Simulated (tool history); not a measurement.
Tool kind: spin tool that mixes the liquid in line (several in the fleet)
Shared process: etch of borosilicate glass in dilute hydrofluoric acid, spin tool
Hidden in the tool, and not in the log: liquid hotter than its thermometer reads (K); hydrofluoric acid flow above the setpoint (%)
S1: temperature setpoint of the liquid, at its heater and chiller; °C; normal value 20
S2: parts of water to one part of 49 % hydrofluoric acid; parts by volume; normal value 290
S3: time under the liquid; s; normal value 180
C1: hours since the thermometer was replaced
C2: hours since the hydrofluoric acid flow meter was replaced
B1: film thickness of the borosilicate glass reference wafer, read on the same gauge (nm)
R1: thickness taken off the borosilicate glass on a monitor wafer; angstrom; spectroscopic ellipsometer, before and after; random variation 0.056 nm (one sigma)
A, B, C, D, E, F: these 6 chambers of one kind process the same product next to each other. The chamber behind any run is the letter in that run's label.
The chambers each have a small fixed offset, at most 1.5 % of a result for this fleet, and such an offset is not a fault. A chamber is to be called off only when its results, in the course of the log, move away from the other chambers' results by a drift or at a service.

| run | day | S1 | S2 | S3 | C1 | C2 | B1 | R1 |
|---|---|---|---|---|---|---|---|---|
| 1E | 0.325 | 20 | 290 | 180 | 475.2 | 17.3 | 39.995 | 93.772 |
| 2A | 0.546 | 20 | 290 | 180 | 1199.6 | 195.6 | 39.987 | 94.737 |
| 3C | 0.721 | 20 | 290 | 180 | 757.2 | 21 | 39.992 | 94.73 |
| 4B | 0.95 | 20 | 290 | 180 | 2364.6 | 1200.8 | 40.007 | 94.692 |
| 5D | 1.217 | 20 | 290 | 180 | 463.9 | 439.1 | 40.017 | 95.834 |
| 6F | 1.517 | 20 | 290 | 180 | 1038.2 | 1317.4 | 39.966 | 93.778 |
| 7F | 1.817 | 20 | 290 | 180 | 1045.4 | 1324.6 | 40.017 | 94.01 |
| 8D | 2.108 | 20 | 290 | 180 | 485.3 | 460.5 | 39.99 | 94.342 |
| 9C | 2.475 | 20 | 290 | 180 | 799.3 | 63.1 | 39.964 | 94.21 |
|  | 2.604 | chamber D: hydrofluoric acid flow meter replaced |
| 10B | 2.658 | 20 | 290 | 180 | 2405.6 | 1241.8 | 40.037 | 95.51 |
| 11A | 3.038 | 20 | 290 | 180 | 1259.4 | 255.4 | 40 | 94.128 |
| 12E | 3.279 | 20 | 290 | 180 | 546.1 | 88.2 | 39.967 | 93.497 |
| 13E | 3.542 | 20 | 290 | 180 | 552.4 | 94.5 | 39.97 | 93.723 |
| 14F | 3.717 | 24.5 | 370 | 180 | 1091 | 1370.2 | 40.01 | 80.778 |
|  | 3.888 | chamber D: thermometer replaced |
| 15A | 3.983 | 24.5 | 370 | 180 | 1282.1 | 278.1 | 40.005 | 81.101 |
| 16C | 4.225 | 24.5 | 370 | 180 | 841.3 | 105.1 | 40.016 | 80.174 |
| 17D | 4.433 | 24.5 | 370 | 180 | 13.2 | 44 | 39.998 | 81.07 |
| 18B | 4.696 | 24.5 | 370 | 180 | 2454.5 | 1290.7 | 40.014 | 81.357 |
| 19F | 4.958 | 24.5 | 370 | 180 | 1120.8 | 1400 | 40.002 | 79.751 |
| 20D | 5.183 | 20 | 290 | 180 | 31.2 | 62 | 40.001 | 94.536 |
| 21E | 5.417 | 20 | 290 | 180 | 597.4 | 139.5 | 40.003 | 94.581 |
| 22A | 5.721 | 20 | 290 | 180 | 1323.8 | 319.8 | 39.982 | 94.571 |
| 23C | 5.942 | 18 | 290 | 180 | 882.5 | 146.3 | 39.992 | 87.682 |
| 24B | 6.196 | 18 | 290 | 180 | 2490.5 | 1326.7 | 40.001 | 87.721 |
| 25D | 6.379 | 18 | 290 | 180 | 59.9 | 90.7 | 39.966 | 88.109 |
| 26A | 6.654 | 18 | 290 | 180 | 1346.2 | 342.2 | 39.992 | 86.86 |
| 27E | 7.021 | 18 | 290 | 180 | 635.9 | 178 | 39.974 | 89.11 |
| 28B | 7.358 | 18 | 290 | 180 | 2518.4 | 1354.6 | 39.992 | 87.722 |
| 29C | 7.704 | 20 | 290 | 180 | 924.8 | 188.6 | 40.032 | 94.694 |
| 30F | 8.046 | 20 | 290 | 180 | 1194.9 | 1474.1 | 40.012 | 93.859 |
| 31D | 8.396 | 20 | 290 | 180 | 108.3 | 139.1 | 39.986 | 94.868 |
| 32B | 8.725 | 20 | 290 | 180 | 2551.2 | 1387.4 | 40.005 | 95.14 |
| 33E | 9.083 | 20 | 290 | 180 | 685.4 | 227.5 | 40.032 | 99.286 |
| 34C | 9.408 | 20 | 290 | 180 | 965.7 | 229.5 | 39.988 | 94.85 |
| 35F | 9.633 | 20 | 290 | 180 | 1233 | 1512.2 | 39.985 | 94.68 |
| 36A | 9.871 | 20 | 290 | 180 | 1423.4 | 419.4 | 40 | 94.513 |
| 37B | 10.104 | 20 | 290 | 180 | 2584.3 | 1420.5 | 39.955 | 94.753 |
| 38F | 10.312 | 20 | 290 | 180 | 1249.3 | 1528.5 | 40.008 | 94.103 |
| 39E | 10.517 | 20 | 290 | 75 | 719.8 | 261.9 | 39.992 | 41.513 |

Next, all 6 chambers run the settings below, one line each with question marks for the results. What does each chamber give?
| 40A | 10.783 | 20 | 290 | 85 |  |  |  | ? |
| 40B | 10.783 | 20 | 290 | 85 |  |  |  | ? |
| 40C | 10.783 | 20 | 290 | 85 |  |  |  | ? |
| 40D | 10.783 | 20 | 290 | 85 |  |  |  | ? |
| 40E | 10.783 | 20 | 290 | 85 |  |  |  | ? |
| 40F | 10.783 | 20 | 290 | 85 |  |  |  | ? |

| run | R1 |
|---|---|
| 40A | 44.138 |
| 40B | 45.185 |
| 40C | 44.668 |
| 40D | 45.167 |
| 40E | 47.353 |
| 40F | 44.612 |
